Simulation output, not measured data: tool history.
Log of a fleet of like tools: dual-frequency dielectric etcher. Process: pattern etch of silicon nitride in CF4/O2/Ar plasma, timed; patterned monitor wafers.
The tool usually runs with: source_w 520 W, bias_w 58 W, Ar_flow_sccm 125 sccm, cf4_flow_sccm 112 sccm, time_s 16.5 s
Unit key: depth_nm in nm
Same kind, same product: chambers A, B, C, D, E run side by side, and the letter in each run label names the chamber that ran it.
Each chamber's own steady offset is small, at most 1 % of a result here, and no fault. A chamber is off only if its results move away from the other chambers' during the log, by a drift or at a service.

run   hour  source_w  bias_w  Ar_flow_sccm  cf4_flow_sccm  time_s  read-back reference wafer on the same gauge, depth_nm  depth_nm
 1E   11.7       520      58           125            112    16.5                                                 32.793    33.746
 2D   27.2       520      58           125            112    16.5                                                 32.787    33.576
 3B   41.4       520      58           125            112    16.5                                                 32.788    33.792
 4A     54       520      58           125            112    16.5                                                 32.762    33.716
 5C     65       520      58           125            112    16.5                                                 32.764      33.8
      74.6  -- chamber C: bias power generator calibrated
 6D   78.2       520      58           125            112    16.5                                                 32.762    33.501
 7C   88.2       520      58           125            112    16.5                                                 32.762    33.794
 8E  101.4       520      58           125            112    16.5                                                 32.727    33.593
 9B  113.6       520      69           125            112    16.5                                                 32.726    36.166
     125.4  -- chamber E: wet clean of the chamber
10A    127       520      69           125            112    16.5                                                 32.719    35.953
11A  136.1       520      69           125            112    16.5                                                 32.714    35.962
12C  150.9       520      69           125            112    16.5                                                 32.709    35.954
     163.7  -- chamber D: wet clean of the chamber
13D  164.7       520      69           125            112    16.5                                                 32.698    35.888
14E  173.6       520      58           125            112    16.5                                                   32.7     33.46
15B  183.4       520      58           125            112    16.5                                                   32.7    33.786
16B  191.4       520      58           125            112    16.5                                                  32.67    33.762
17C  199.5       520      58           125            112    16.5                                                 32.687    33.711
     200.8  -- chamber B: bias power generator calibrated
18E  212.5       520      58           125            112    16.5                                                 32.669    33.597
19D  228.1       520      58           125            112    16.5                                                 32.676    33.462
20A  241.3       520      58           125            112    16.5                                                 32.662    33.602
     251.3  -- chamber A: wet clean of the chamber
21B  255.6       520      58           155            136    16.5                                                 32.642    33.726
22E  266.1       520      58           155            136    16.5                                                 32.655    33.361
23C  273.9       520      58           155            136    16.5                                                 32.627    33.504
24A  287.2       520      58           155            136    16.5                                                 32.639    33.438
     298.8  -- chamber C: wet clean of the chamber
25D  301.2       520      58           155            136    16.5                                                 32.621    33.351
26E  311.4       520      58           125            112    16.5                                                 32.613    33.362
27D  325.8       520      58           125            112    16.5                                                 32.609    33.417
28B  335.6       520      58           125            112    16.5                                                 32.598    33.655
29C    347       520      58           125            112    16.5                                                 32.591    33.569
30A  360.6       520      58           125            112    16.5                                                 32.586    33.572
31A  371.9       520      58           125            112    16.5                                                 32.571    33.501
32B  379.9       520      58           125            112    16.5                                                 32.565    33.734

The same settings go to every chamber for the next run, one line per chamber below. Forecast the results for each:
33A   391       520      58           125            112    16.5                                                                ?
33B   391       520      58           125            112    16.5                                                                ?
33C   391       520      58           125            112    16.5                                                                ?
33D   391       520      58           125            112    16.5                                                                ?
33E   391       520      58           125            112    16.5                                                                ?

run  depth_nm
33A    33.436
33B    33.683
33C    33.574
33D    33.388
33E    33.409
